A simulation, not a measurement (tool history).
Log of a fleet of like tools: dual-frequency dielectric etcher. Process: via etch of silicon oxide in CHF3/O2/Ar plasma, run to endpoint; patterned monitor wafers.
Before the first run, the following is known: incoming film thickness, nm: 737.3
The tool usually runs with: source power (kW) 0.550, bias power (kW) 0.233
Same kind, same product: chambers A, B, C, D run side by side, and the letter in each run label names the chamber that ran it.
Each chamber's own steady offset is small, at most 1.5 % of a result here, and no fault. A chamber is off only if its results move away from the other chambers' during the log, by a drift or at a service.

run   hour  source power (kW)  bias power (kW)  endpoint time (s)
 1A    4.3              0.550            0.233             349.13
 2C    9.9              0.550            0.233             345.93
 3D   14.7              0.550            0.233             352.64
 4B   24.1              0.550            0.233             353.05
 5C   32.3              0.550            0.233             350.87
 6D   36.6              0.550            0.233             347.94
 7B   42.7              0.550            0.233             355.08
 8A   52.1              0.550            0.274             333.43
 9B   57.3              0.550            0.274             332.20
10C   65.4              0.550            0.274             331.76
11A   70.3              0.550            0.274             331.28
12D   75.0              0.550            0.233             352.41
13A   83.2              0.550            0.233             351.26
14D   89.7              0.550            0.233             350.86
15B   96.2              0.550            0.233             360.36
16C  104.7              0.550            0.233             351.08
17D  113.1              0.550            0.233             353.92
18B  118.4              0.660            0.193             358.66
     124.7  -- chamber C: wet clean of the chamber
19A  125.8              0.660            0.193             350.19
20C  132.3              0.660            0.193             346.58
21D  136.8              0.660            0.193             349.24
22B  144.9              0.550            0.233             361.51
23A  154.2              0.440            0.212             394.62
24C  159.1              0.440            0.212             398.43
25D  166.4              0.440            0.212             396.43
26A  175.8              0.440            0.212             392.19

The same settings go to every chamber for the next run, one line per chamber below. Forecast the results for each:
27A  183.0              0.550            0.233                  ?
27B  183.0              0.550            0.233                  ?
27C  183.0              0.550            0.233                  ?
27D  183.0              0.550            0.233                  ?

run  endpoint time (s)
27A             352.95
27B             363.24
27C             348.76
27D             352.60

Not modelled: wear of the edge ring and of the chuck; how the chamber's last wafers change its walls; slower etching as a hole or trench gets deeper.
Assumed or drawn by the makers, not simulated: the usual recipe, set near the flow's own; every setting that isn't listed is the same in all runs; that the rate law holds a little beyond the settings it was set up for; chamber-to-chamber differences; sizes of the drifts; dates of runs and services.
